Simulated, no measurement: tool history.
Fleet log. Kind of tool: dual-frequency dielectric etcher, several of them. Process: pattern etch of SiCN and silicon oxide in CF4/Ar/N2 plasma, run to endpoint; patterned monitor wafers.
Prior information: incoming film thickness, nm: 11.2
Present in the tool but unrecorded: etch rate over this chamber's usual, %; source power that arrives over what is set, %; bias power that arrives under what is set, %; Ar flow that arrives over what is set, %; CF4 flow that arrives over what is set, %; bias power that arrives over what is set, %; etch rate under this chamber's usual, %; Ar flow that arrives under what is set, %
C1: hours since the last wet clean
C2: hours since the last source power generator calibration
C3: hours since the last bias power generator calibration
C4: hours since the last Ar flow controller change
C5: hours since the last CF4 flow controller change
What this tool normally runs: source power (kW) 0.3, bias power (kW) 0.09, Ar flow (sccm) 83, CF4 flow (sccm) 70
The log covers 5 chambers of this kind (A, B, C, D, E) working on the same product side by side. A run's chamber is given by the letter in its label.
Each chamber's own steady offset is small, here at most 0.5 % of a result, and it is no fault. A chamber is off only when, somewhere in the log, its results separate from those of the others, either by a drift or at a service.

run 1A hour=13.4 | source_power_(kW)=0.3 bias_power_(kW)=0.09 Ar_flow_(sccm)=83 CF4_flow_(sccm)=70 | C1=335.5 C2=712.4 C3=3540.6 C4=516.1 C5=2998.7 | endpoint_time_(s)=16.882
run 2B hour=23.3 | source_power_(kW)=0.3 bias_power_(kW)=0.09 Ar_flow_(sccm)=83 CF4_flow_(sccm)=70 | C1=162.1 C2=1658.2 C3=66.3 C4=1284.6 C5=5076.8 | endpoint_time_(s)=16.807
run 3E hour=31.5 | source_power_(kW)=0.3 bias_power_(kW)=0.09 Ar_flow_(sccm)=83 CF4_flow_(sccm)=70 | C1=286.9 C2=246.3 C3=3517 C4=592.4 C5=1744.4 | endpoint_time_(s)=16.746
run 4D hour=44.9 | source_power_(kW)=0.3 bias_power_(kW)=0.09 Ar_flow_(sccm)=83 CF4_flow_(sccm)=70 | C1=282.7 C2=852.4 C3=1318.7 C4=4815.6 C5=1330 | endpoint_time_(s)=16.732
-- hour=54.3 chamber A: bias power generator calibrated
run 5C hour=57 | source_power_(kW)=0.3 bias_power_(kW)=0.074 Ar_flow_(sccm)=83 CF4_flow_(sccm)=87 | C1=322.4 C2=1268.8 C3=1306.9 C4=479.4 C5=1677.3 | endpoint_time_(s)=17.207
run 6B hour=68.9 | source_power_(kW)=0.3 bias_power_(kW)=0.074 Ar_flow_(sccm)=83 CF4_flow_(sccm)=87 | C1=207.7 C2=1703.8 C3=111.9 C4=1330.2 C5=5122.4 | endpoint_time_(s)=17.301
run 7D hour=83.4 | source_power_(kW)=0.3 bias_power_(kW)=0.074 Ar_flow_(sccm)=83 CF4_flow_(sccm)=87 | C1=321.2 C2=890.9 C3=1357.2 C4=4854.1 C5=1368.5 | endpoint_time_(s)=17.324
run 8A hour=99.1 | source_power_(kW)=0.3 bias_power_(kW)=0.074 Ar_flow_(sccm)=83 CF4_flow_(sccm)=87 | C1=421.2 C2=798.1 C3=44.9 C4=601.8 C5=3084.4 | endpoint_time_(s)=17.508
run 9C hour=109.7 | source_power_(kW)=0.3 bias_power_(kW)=0.074 Ar_flow_(sccm)=83 CF4_flow_(sccm)=87 | C1=375.1 C2=1321.5 C3=1359.6 C4=532.1 C5=1730 | endpoint_time_(s)=17.468
run 10E hour=120.7 | source_power_(kW)=0.3 bias_power_(kW)=0.09 Ar_flow_(sccm)=83 CF4_flow_(sccm)=70 | C1=376.1 C2=335.5 C3=3606.2 C4=681.6 C5=1833.6 | endpoint_time_(s)=16.691
run 11C hour=128 | source_power_(kW)=0.3 bias_power_(kW)=0.09 Ar_flow_(sccm)=83 CF4_flow_(sccm)=70 | C1=393.4 C2=1339.8 C3=1377.9 C4=550.4 C5=1748.3 | endpoint_time_(s)=16.83
run 12D hour=138.1 | source_power_(kW)=0.3 bias_power_(kW)=0.09 Ar_flow_(sccm)=83 CF4_flow_(sccm)=70 | C1=375.9 C2=945.6 C3=1411.9 C4=4908.8 C5=1423.2 | endpoint_time_(s)=16.738
run 13E hour=149.8 | source_power_(kW)=0.3 bias_power_(kW)=0.09 Ar_flow_(sccm)=83 CF4_flow_(sccm)=70 | C1=405.2 C2=364.6 C3=3635.3 C4=710.7 C5=1862.7 | endpoint_time_(s)=16.779
run 14A hour=158.1 | source_power_(kW)=0.33 bias_power_(kW)=0.111 Ar_flow_(sccm)=83 CF4_flow_(sccm)=70 | C1=480.2 C2=857.1 C3=103.9 C4=660.8 C5=3143.4 | endpoint_time_(s)=14.26
-- hour=161.6 chamber A: wet clean of the chamber
run 15B hour=173.1 | source_power_(kW)=0.33 bias_power_(kW)=0.111 Ar_flow_(sccm)=83 CF4_flow_(sccm)=70 | C1=311.9 C2=1808 C3=216.1 C4=1434.4 C5=5226.6 | endpoint_time_(s)=14.282
-- hour=179.8 chamber D: wet clean of the chamber
run 16B hour=187.8 | source_power_(kW)=0.33 bias_power_(kW)=0.111 Ar_flow_(sccm)=83 CF4_flow_(sccm)=70 | C1=326.6 C2=1822.7 C3=230.8 C4=1449.1 C5=5241.3 | endpoint_time_(s)=14.186
run 17A hour=195.6 | source_power_(kW)=0.33 bias_power_(kW)=0.111 Ar_flow_(sccm)=83 CF4_flow_(sccm)=70 | C1=34.1 C2=894.6 C3=141.4 C4=698.3 C5=3180.9 | endpoint_time_(s)=14.326
run 18D hour=211.2 | source_power_(kW)=0.33 bias_power_(kW)=0.111 Ar_flow_(sccm)=83 CF4_flow_(sccm)=70 | C1=31.5 C2=1018.7 C3=1485 C4=4981.9 C5=1496.3 | endpoint_time_(s)=14.119
run 19E hour=220.3 | source_power_(kW)=0.3 bias_power_(kW)=0.09 Ar_flow_(sccm)=77 CF4_flow_(sccm)=70 | C1=475.7 C2=435.1 C3=3705.8 C4=781.2 C5=1933.2 | endpoint_time_(s)=16.762
run 20C hour=228.8 | source_power_(kW)=0.3 bias_power_(kW)=0.09 Ar_flow_(sccm)=77 CF4_flow_(sccm)=70 | C1=494.2 C2=1440.6 C3=1478.7 C4=651.2 C5=1849.1 | endpoint_time_(s)=17.014
run 21E hour=236.3 | source_power_(kW)=0.3 bias_power_(kW)=0.09 Ar_flow_(sccm)=77 CF4_flow_(sccm)=70 | C1=491.7 C2=451.1 C3=3721.8 C4=797.2 C5=1949.2 | endpoint_time_(s)=16.592
run 22B hour=243.4 | source_power_(kW)=0.3 bias_power_(kW)=0.09 Ar_flow_(sccm)=77 CF4_flow_(sccm)=70 | C1=382.2 C2=1878.3 C3=286.4 C4=1504.7 C5=5296.9 | endpoint_time_(s)=16.471
-- hour=249.7 chamber E: bias power generator calibrated
-- hour=251.6 chamber E: wet clean of the chamber
run 23D hour=254.1 | source_power_(kW)=0.3 bias_power_(kW)=0.09 Ar_flow_(sccm)=77 CF4_flow_(sccm)=70 | C1=74.4 C2=1061.6 C3=1527.9 C4=5024.8 C5=1539.2 | endpoint_time_(s)=16.563
run 24A hour=261.8 | source_power_(kW)=0.3 bias_power_(kW)=0.09 Ar_flow_(sccm)=83 CF4_flow_(sccm)=70 | C1=100.3 C2=960.8 C3=207.6 C4=764.5 C5=3247.1 | endpoint_time_(s)=16.907
-- hour=264.5 chamber E: CF4 flow controller replaced
run 25C hour=274.1 | source_power_(kW)=0.3 bias_power_(kW)=0.09 Ar_flow_(sccm)=92 CF4_flow_(sccm)=76 | C1=539.5 C2=1485.9 C3=1524 C4=696.5 C5=1894.4 | endpoint_time_(s)=17.261
run 26C hour=288.1 | source_power_(kW)=0.3 bias_power_(kW)=0.09 Ar_flow_(sccm)=92 CF4_flow_(sccm)=76 | C1=553.5 C2=1499.9 C3=1538 C4=710.5 C5=1908.4 | endpoint_time_(s)=17.298
run 27B hour=298.3 | source_power_(kW)=0.3 bias_power_(kW)=0.09 Ar_flow_(sccm)=92 CF4_flow_(sccm)=76 | C1=437.1 C2=1933.2 C3=341.3 C4=1559.6 C5=5351.8 | endpoint_time_(s)=16.774
run 28A hour=313.6 | source_power_(kW)=0.3 bias_power_(kW)=0.09 Ar_flow_(sccm)=92 CF4_flow_(sccm)=76 | C1=152.1 C2=1012.6 C3=259.4 C4=816.3 C5=3298.9 | endpoint_time_(s)=16.924
run 29E hour=322 | source_power_(kW)=0.3 bias_power_(kW)=0.09 Ar_flow_(sccm)=92 CF4_flow_(sccm)=76 | C1=70.5 C2=536.8 C3=72.3 C4=882.9 C5=57.5 | endpoint_time_(s)=16.734
run 30D hour=335.1 | source_power_(kW)=0.3 bias_power_(kW)=0.09 Ar_flow_(sccm)=83 CF4_flow_(sccm)=70 | C1=155.4 C2=1142.6 C3=1608.9 C4=5105.8 C5=1620.2 | endpoint_time_(s)=16.55
run 31C hour=351.3 | source_power_(kW)=0.3 bias_power_(kW)=0.09 Ar_flow_(sccm)=83 CF4_flow_(sccm)=70 | C1=616.7 C2=1563.1 C3=1601.2 C4=773.7 C5=1971.6 | endpoint_time_(s)=17.668
run 32A hour=363.9 | source_power_(kW)=0.3 bias_power_(kW)=0.09 Ar_flow_(sccm)=83 CF4_flow_(sccm)=70 | C1=202.4 C2=1062.9 C3=309.7 C4=866.6 C5=3349.2 | endpoint_time_(s)=16.757
run 33D hour=377.6 | source_power_(kW)=0.3 bias_power_(kW)=0.09 Ar_flow_(sccm)=83 CF4_flow_(sccm)=70 | C1=197.9 C2=1185.1 C3=1651.4 C4=5148.3 C5=1662.7 | endpoint_time_(s)=16.86
run 34E hour=392.6 | source_power_(kW)=0.3 bias_power_(kW)=0.09 Ar_flow_(sccm)=83 CF4_flow_(sccm)=70 | C1=141.1 C2=607.4 C3=142.9 C4=953.5 C5=128.1 | endpoint_time_(s)=16.856
run 35B hour=401.2 | source_power_(kW)=0.23 bias_power_(kW)=0.074 Ar_flow_(sccm)=83 CF4_flow_(sccm)=70 | C1=540 C2=2036.1 C3=444.2 C4=1662.5 C5=5454.7 | endpoint_time_(s)=22.78

All chambers now run identical settings, listed one chamber a line with results as question marks. What results will each chamber show?
run 36A hour=412.8 | source_power_(kW)=0.3 bias_power_(kW)=0.09 Ar_flow_(sccm)=83 CF4_flow_(sccm)=65 | endpoint_time_(s)=?
run 36B hour=412.8 | source_power_(kW)=0.3 bias_power_(kW)=0.09 Ar_flow_(sccm)=83 CF4_flow_(sccm)=65 | endpoint_time_(s)=?
run 36C hour=412.8 | source_power_(kW)=0.3 bias_power_(kW)=0.09 Ar_flow_(sccm)=83 CF4_flow_(sccm)=65 | endpoint_time_(s)=?
run 36D hour=412.8 | source_power_(kW)=0.3 bias_power_(kW)=0.09 Ar_flow_(sccm)=83 CF4_flow_(sccm)=65 | endpoint_time_(s)=?
run 36E hour=412.8 | source_power_(kW)=0.3 bias_power_(kW)=0.09 Ar_flow_(sccm)=83 CF4_flow_(sccm)=65 | endpoint_time_(s)=?

run=36A endpoint_time_(s)=16.764
run=36B endpoint_time_(s)=16.815
run=36C endpoint_time_(s)=17.994
run=36D endpoint_time_(s)=16.787
run=36E endpoint_time_(s)=16.815

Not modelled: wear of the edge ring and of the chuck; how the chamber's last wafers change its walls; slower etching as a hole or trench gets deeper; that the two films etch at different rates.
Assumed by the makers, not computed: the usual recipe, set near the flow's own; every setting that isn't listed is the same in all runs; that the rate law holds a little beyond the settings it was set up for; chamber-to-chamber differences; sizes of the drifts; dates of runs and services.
